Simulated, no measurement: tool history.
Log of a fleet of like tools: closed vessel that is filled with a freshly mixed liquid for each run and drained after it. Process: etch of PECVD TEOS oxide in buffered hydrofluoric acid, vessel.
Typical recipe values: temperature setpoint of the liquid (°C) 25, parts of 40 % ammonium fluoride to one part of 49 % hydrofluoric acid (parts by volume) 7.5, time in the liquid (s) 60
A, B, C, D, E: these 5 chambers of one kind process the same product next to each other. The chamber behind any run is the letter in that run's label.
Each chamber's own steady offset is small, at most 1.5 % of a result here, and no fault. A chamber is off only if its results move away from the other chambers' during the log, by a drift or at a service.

run,day,temperature setpoint of the liquid (°C),parts of 40 % ammonium fluoride to one part of 49 % hydrofluoric acid (parts by volume),time in the liquid (s),"read-back film thickness of the PECVD TEOS oxide reference wafer, read on the same gauge (nm)",thickness taken off the PECVD TEOS oxide on a monitor wafer (Å)
1C,0.1,25,7.5,60,70.036,2221.5
2D,0.279,25,7.5,60,69.985,2198.1
3A,0.429,25,7.5,60,70.03,2195.2
# day 0.521: chamber A: hydrofluoric acid flow meter replaced
4E,0.575,25,7.5,60,70.018,2156.8
# day 0.596: chamber B: hydrofluoric acid flow meter replaced
5B,0.696,25,7.5,60,70.033,2246.8
6D,0.825,25,7.5,60,70.034,2195.2
7E,0.946,25,7.5,60,70.011,2174.5
8C,1.112,25,7.5,60,70.016,2189.5
9A,1.204,25,7.5,60,70.01,2199.8
10B,1.371,25,7.5,60,69.992,2194.4
11B,1.458,25,7.5,60,70.015,2207.8
12D,1.604,25,7.5,60,69.992,2225.2
13A,1.717,25,7.5,60,70.017,2202.8
14C,1.867,25,9,60,70.01,1827.4
15E,2.004,25,9,60,69.979,1738.7
16A,2.167,25,9,60,70.039,1814
17C,2.3,25,9,60,69.936,1804
18B,2.4,25,9,60,69.996,1817
19D,2.554,25,7.5,60,70.045,2230.7
20E,2.717,25,7.5,60,70.013,2116.5
21A,2.858,25,7.5,60,70.003,2196
22D,3.004,26.5,5,60,69.994,3463.6
23C,3.158,26.5,5,60,69.985,3476.1
24B,3.254,26.5,5,60,69.985,3477.1
25E,3.404,26.5,5,60,69.98,3240.3
26E,3.583,26.5,5,60,69.991,3256.5
27C,3.746,25,7.5,60,70.019,2196.4
28A,3.854,25,7.5,60,70.029,2225.9
29D,4.012,25,7.5,60,69.988,2220.7
30B,4.133,25,7.5,60,70.022,2189.5
31D,4.275,25,7.5,60,69.955,2196
32A,4.421,25,9,60,69.971,1810.6
33C,4.588,25,9,60,69.986,1807.1
34E,4.671,25,9,60,70.015,1670.1
35B,4.833,25,9,60,70.012,1823.5
36E,4.925,25,9,60,70.008,1668.6
37B,5.096,25,7.5,60,69.99,2214.8
38C,5.183,25,7.5,60,69.998,2195.4
39D,5.283,25,7.5,60,69.976,2170.2
40A,5.454,25,7.5,60,70.03,2198.5
41B,5.6,25,7.5,60,70.004,2206.2

The same settings go to every chamber for the next run, one line per chamber below. Forecast the results for each:
42A,5.729,25,7.5,60,,?
42B,5.729,25,7.5,60,,?
42C,5.729,25,7.5,60,,?
42D,5.729,25,7.5,60,,?
42E,5.729,25,7.5,60,,?

run,thickness taken off the PECVD TEOS oxide on a monitor wafer (Å)
42A,2180.9
42B,2194.6
42C,2224.1
42D,2214.7
42E,2014
